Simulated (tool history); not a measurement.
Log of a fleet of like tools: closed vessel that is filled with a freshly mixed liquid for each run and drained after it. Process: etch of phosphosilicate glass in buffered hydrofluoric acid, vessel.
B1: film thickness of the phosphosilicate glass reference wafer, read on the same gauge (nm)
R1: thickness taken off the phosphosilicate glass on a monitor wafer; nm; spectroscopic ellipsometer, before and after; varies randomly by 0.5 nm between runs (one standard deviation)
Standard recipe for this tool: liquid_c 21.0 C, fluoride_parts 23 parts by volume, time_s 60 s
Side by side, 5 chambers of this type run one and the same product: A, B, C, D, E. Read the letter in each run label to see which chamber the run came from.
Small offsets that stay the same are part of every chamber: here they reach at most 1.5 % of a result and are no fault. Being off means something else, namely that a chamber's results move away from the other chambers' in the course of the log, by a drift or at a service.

{"run": "1E", "hour": 10.1, "liquid_c": 21.0, "fluoride_parts": 23, "time_s": 60, "B1": 69.998, "R1": 71.965}
{"run": "2C", "hour": 24.7, "liquid_c": 21.0, "fluoride_parts": 23, "time_s": 60, "B1": 69.995, "R1": 73.089}
{"hour": 32.9, "done": "chamber A: hydrofluoric acid flow meter replaced"}
{"run": "3D", "hour": 36.9, "liquid_c": 21.0, "fluoride_parts": 23, "time_s": 60, "B1": 70.016, "R1": 72.011}
{"run": "4B", "hour": 44.9, "liquid_c": 21.0, "fluoride_parts": 23, "time_s": 60, "B1": 70.023, "R1": 72.279}
{"run": "5A", "hour": 52.9, "liquid_c": 21.0, "fluoride_parts": 23, "time_s": 60, "B1": 69.988, "R1": 72.412}
{"run": "6A", "hour": 65.3, "liquid_c": 21.0, "fluoride_parts": 23, "time_s": 60, "B1": 70.015, "R1": 71.901}
{"run": "7C", "hour": 76.4, "liquid_c": 21.0, "fluoride_parts": 23, "time_s": 60, "B1": 70.013, "R1": 71.956}
{"run": "8D", "hour": 89.0, "liquid_c": 21.0, "fluoride_parts": 23, "time_s": 60, "B1": 70.006, "R1": 71.032}
{"run": "9E", "hour": 96.6, "liquid_c": 21.0, "fluoride_parts": 23, "time_s": 60, "B1": 70.016, "R1": 71.027}
{"run": "10B", "hour": 107.9, "liquid_c": 21.0, "fluoride_parts": 23, "time_s": 60, "B1": 69.989, "R1": 71.911}
{"run": "11D", "hour": 116.9, "liquid_c": 21.0, "fluoride_parts": 23, "time_s": 50, "B1": 70.012, "R1": 59.672}
{"run": "12A", "hour": 129.9, "liquid_c": 21.0, "fluoride_parts": 23, "time_s": 50, "B1": 69.999, "R1": 60.688}
{"run": "13B", "hour": 146.0, "liquid_c": 21.0, "fluoride_parts": 23, "time_s": 50, "B1": 69.991, "R1": 59.009}
{"run": "14C", "hour": 158.8, "liquid_c": 21.0, "fluoride_parts": 23, "time_s": 50, "B1": 69.993, "R1": 60.376}
{"run": "15E", "hour": 168.5, "liquid_c": 21.0, "fluoride_parts": 23, "time_s": 50, "B1": 69.985, "R1": 59.187}
{"run": "16B", "hour": 184.0, "liquid_c": 21.0, "fluoride_parts": 23, "time_s": 60, "B1": 70.016, "R1": 71.23}
{"run": "17E", "hour": 194.9, "liquid_c": 21.0, "fluoride_parts": 23, "time_s": 60, "B1": 70.016, "R1": 71.925}
{"run": "18C", "hour": 208.3, "liquid_c": 21.0, "fluoride_parts": 23, "time_s": 60, "B1": 70.017, "R1": 71.591}
{"run": "19D", "hour": 224.5, "liquid_c": 21.0, "fluoride_parts": 23, "time_s": 60, "B1": 70.002, "R1": 71.434}
{"run": "20A", "hour": 232.7, "liquid_c": 21.0, "fluoride_parts": 23, "time_s": 60, "B1": 70.015, "R1": 73.877}
{"run": "21A", "hour": 242.9, "liquid_c": 21.0, "fluoride_parts": 23, "time_s": 60, "B1": 70.011, "R1": 74.071}
{"run": "22B", "hour": 259.6, "liquid_c": 21.0, "fluoride_parts": 23, "time_s": 75, "B1": 70.021, "R1": 90.14}
{"run": "23C", "hour": 269.9, "liquid_c": 21.0, "fluoride_parts": 23, "time_s": 75, "B1": 69.993, "R1": 91.555}
{"run": "24E", "hour": 282.1, "liquid_c": 21.0, "fluoride_parts": 23, "time_s": 75, "B1": 69.98, "R1": 90.208}
{"run": "25D", "hour": 297.8, "liquid_c": 21.0, "fluoride_parts": 23, "time_s": 75, "B1": 69.984, "R1": 90.971}
{"hour": 300.0, "done": "chamber D: hydrofluoric acid flow meter replaced"}
{"run": "26C", "hour": 308.1, "liquid_c": 21.0, "fluoride_parts": 23, "time_s": 75, "B1": 69.988, "R1": 92.571}
{"hour": 312.6, "done": "chamber E: hydrofluoric acid flow meter replaced"}
{"run": "27E", "hour": 320.0, "liquid_c": 21.0, "fluoride_parts": 23, "time_s": 60, "B1": 69.988, "R1": 72.019}
{"hour": 322.4, "done": "chamber C: hydrofluoric acid flow meter replaced"}
{"run": "28A", "hour": 335.1, "liquid_c": 21.0, "fluoride_parts": 23, "time_s": 60, "B1": 69.998, "R1": 74.8}
{"run": "29D", "hour": 350.8, "liquid_c": 21.0, "fluoride_parts": 23, "time_s": 60, "B1": 70.002, "R1": 71.209}
{"run": "30B", "hour": 360.0, "liquid_c": 21.0, "fluoride_parts": 23, "time_s": 60, "B1": 69.993, "R1": 71.527}
{"run": "31B", "hour": 371.7, "liquid_c": 21.0, "fluoride_parts": 23, "time_s": 60, "B1": 69.991, "R1": 72.446}
{"run": "32E", "hour": 387.7, "liquid_c": 21.0, "fluoride_parts": 23, "time_s": 60, "B1": 69.999, "R1": 70.952}
{"run": "33C", "hour": 399.6, "liquid_c": 23.5, "fluoride_parts": 30, "time_s": 60, "B1": 70.002, "R1": 69.025}
{"run": "34D", "hour": 416.3, "liquid_c": 23.5, "fluoride_parts": 30, "time_s": 60, "B1": 70.002, "R1": 68.674}
{"run": "35A", "hour": 425.0, "liquid_c": 23.5, "fluoride_parts": 30, "time_s": 60, "B1": 70.016, "R1": 74.321}
{"run": "36D", "hour": 432.5, "liquid_c": 23.5, "fluoride_parts": 30, "time_s": 60, "B1": 69.99, "R1": 68.785}
{"run": "37B", "hour": 440.5, "liquid_c": 23.5, "fluoride_parts": 30, "time_s": 60, "B1": 70.012, "R1": 68.869}
{"run": "38C", "hour": 457.2, "liquid_c": 21.0, "fluoride_parts": 23, "time_s": 60, "B1": 70.014, "R1": 72.483}
{"run": "39A", "hour": 466.7, "liquid_c": 21.0, "fluoride_parts": 23, "time_s": 60, "B1": 69.993, "R1": 78.102}
{"run": "40E", "hour": 481.5, "liquid_c": 25.5, "fluoride_parts": 17, "time_s": 60, "B1": 70.01, "R1": 117.94}

Decide between three cases: one chamber stands off from its peers, the gauge reading all wafers drifts, or nothing is wrong past each chamber's small offset. Where a chamber is off, say which and what most likely put it there.

It is chamber A that slowly wanders off from its peers.
What lies behind it: liquid hotter than its thermometer reads (K) = 1.4.
From this log alone, it may not be told apart from: hydrofluoric acid flow above the setpoint (%).

Below are 4 candidate recipes for chamber A's next run, each the usual settings with a change, their results shown as question marks. Which of them brings A's results back in line with what the other chambers give on the usual settings?
A result is in line if it is within this distance of the other chambers' mean on the usual settings: R1 1.800 nm
{"run": "41A-1", "hour": 493.4, "liquid_c": 21.0, "fluoride_parts": 22.5, "time_s": 65, "R1": "?"}
{"run": "41A-2", "hour": 493.4, "liquid_c": 21.0, "fluoride_parts": 23.0, "time_s": 55, "R1": "?"}
{"run": "41A-3", "hour": 493.4, "liquid_c": 21.5, "fluoride_parts": 22.5, "time_s": 60, "R1": "?"}
{"run": "41A-4", "hour": 493.4, "liquid_c": 20.5, "fluoride_parts": 23.5, "time_s": 60, "R1": "?"}

Other chambers, usual settings, mean: R1 71.787 nm
run=41A-1 R1=86.186
run=41A-2 R1=71.812
run=41A-3 R1=81.740
run=41A-4 R1=75.100
41A-2 brings the chamber back in line.
